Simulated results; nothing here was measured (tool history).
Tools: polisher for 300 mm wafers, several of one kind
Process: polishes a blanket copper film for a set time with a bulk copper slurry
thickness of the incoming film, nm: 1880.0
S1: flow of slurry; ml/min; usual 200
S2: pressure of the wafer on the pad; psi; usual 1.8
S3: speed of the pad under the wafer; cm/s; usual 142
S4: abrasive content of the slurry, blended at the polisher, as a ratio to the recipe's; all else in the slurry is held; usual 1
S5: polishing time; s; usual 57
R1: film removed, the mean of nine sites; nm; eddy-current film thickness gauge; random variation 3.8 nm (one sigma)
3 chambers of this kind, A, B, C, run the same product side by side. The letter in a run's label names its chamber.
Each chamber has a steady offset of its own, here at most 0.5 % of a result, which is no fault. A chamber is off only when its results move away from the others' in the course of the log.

run 1B day=0.371 | S1=200 S2=1.8 S3=142 S4=1 S5=57 | R1=448.69
-- day=0.554 chamber B: slurry nozzle cleaned
run 2A day=0.579 | S1=200 S2=1.8 S3=142 S4=1 S5=57 | R1=447.08
run 3C day=0.854 | S1=200 S2=1.8 S3=142 S4=1 S5=57 | R1=443.92
run 4A day=1.254 | S1=200 S2=1.8 S3=142 S4=1 S5=57 | R1=455.08
run 5C day=1.625 | S1=200 S2=1.8 S3=142 S4=1 S5=57 | R1=449.06
-- day=1.838 chamber C: worn pad replaced by a new one
run 6B day=2.042 | S1=200 S2=1.6 S3=142 S4=1 S5=57 | R1=397.74
-- day=2.346 chamber C: slurry blender recalibrated
run 7A day=2.429 | S1=200 S2=1.6 S3=142 S4=1 S5=57 | R1=402.38
run 8B day=2.654 | S1=200 S2=1.6 S3=142 S4=1 S5=57 | R1=392.03
run 9C day=3.046 | S1=200 S2=1.8 S3=142 S4=1 S5=57 | R1=445.48
run 10A day=3.246 | S1=200 S2=1.8 S3=142 S4=1 S5=57 | R1=445.92
run 11B day=3.5 | S1=200 S2=1.8 S3=142 S4=1 S5=57 | R1=446.46
run 12C day=3.704 | S1=200 S2=1.8 S3=142 S4=1 S5=57 | R1=455.61
run 13A day=4.029 | S1=140 S2=1.8 S3=142 S4=1 S5=57 | R1=421.49
run 14B day=4.442 | S1=140 S2=1.8 S3=142 S4=1 S5=57 | R1=418.78
run 15C day=4.85 | S1=140 S2=1.8 S3=142 S4=1 S5=57 | R1=425.01
run 16C day=5.117 | S1=200 S2=1.8 S3=142 S4=1 S5=57 | R1=452.82
run 17B day=5.342 | S1=200 S2=1.8 S3=142 S4=1 S5=57 | R1=444.84
run 18A day=5.667 | S1=200 S2=1.8 S3=142 S4=1 S5=57 | R1=448.71
run 19A day=5.875 | S1=200 S2=1.8 S3=142 S4=1 S5=57 | R1=447.97
run 20C day=6.283 | S1=200 S2=1.8 S3=142 S4=1 S5=57 | R1=442.33
-- day=6.508 chamber B: head pressure recalibrated
run 21B day=6.621 | S1=200 S2=1.8 S3=142 S4=1 S5=57 | R1=439.03
-- day=6.846 chamber A: worn pad replaced by a new one
run 22B day=7.012 | S1=200 S2=1.8 S3=142 S4=1 S5=57 | R1=438.58
run 23A day=7.296 | S1=200 S2=1.8 S3=142 S4=1 S5=57 | R1=452.76
run 24C day=7.608 | S1=200 S2=1.8 S3=142 S4=1 S5=57 | R1=445.65
-- day=7.792 chamber C: worn pad replaced by a new one
run 25A day=7.879 | S1=200 S2=1.8 S3=142 S4=1 S5=57 | R1=450.25
run 26B day=8.171 | S1=200 S2=1.8 S3=142 S4=1 S5=57 | R1=422.35
run 27C day=8.533 | S1=200 S2=1.8 S3=142 S4=1 S5=57 | R1=451.41
-- day=8.871 chamber A: slurry blender recalibrated
run 28B day=8.883 | S1=200 S2=1.8 S3=142 S4=1 S5=57 | R1=427.75
run 29A day=9.112 | S1=200 S2=1.8 S3=142 S4=1 S5=57 | R1=454.44
run 30C day=9.55 | S1=200 S2=1.8 S3=142 S4=1 S5=57 | R1=445.26
-- day=9.829 chamber C: slurry blender recalibrated
run 31C day=9.838 | S1=250 S2=1.8 S3=142 S4=1 S5=45 | R1=369.74
run 32B day=10.221 | S1=250 S2=1.8 S3=142 S4=1 S5=45 | R1=338.91
run 33A day=10.483 | S1=250 S2=1.8 S3=142 S4=1 S5=45 | R1=364.44
-- day=10.542 chamber B: slurry blender recalibrated
run 34A day=10.842 | S1=200 S2=1.8 S3=142 S4=1 S5=57 | R1=449.93
run 35B day=11.246 | S1=200 S2=1.8 S3=142 S4=1 S5=57 | R1=410.8

What goes on in this fleet: one chamber off, a drifting gauge, or nothing beyond the chambers' own small offsets? Name the chamber and the cause, if any.

Chamber B drifts away from the others.
Cause: removal rate lost through wear of the pad, % = 8.27.
The log may not tell that from: slurry flow missing at the pad, %.

Here are 4 candidates for chamber B's next run, each the usual settings with a change, their results left as question marks. Which one brings its results back in line with what the others give on the usual settings?
In line means no further than this from the other chambers' mean on the usual settings: R1 13 nm
run 36B-1 day=11.567 | S1=200 S2=1.9 S3=148 S4=1 S5=57 | R1=?
run 36B-2 day=11.567 | S1=200 S2=1.8 S3=138 S4=1 S5=57 | R1=?
run 36B-3 day=11.567 | S1=200 S2=1.8 S3=142 S4=0.65 S5=57 | R1=?
run 36B-4 day=11.567 | S1=200 S2=1.8 S3=148 S4=1 S5=57 | R1=?

The other chambers' mean on the usual settings: R1 449.85 nm
run=36B-1 R1=451.46
run=36B-2 R1=398.39
run=36B-3 R1=374.51
run=36B-4 R1=427.36
36B-1 brings the chamber back in line.
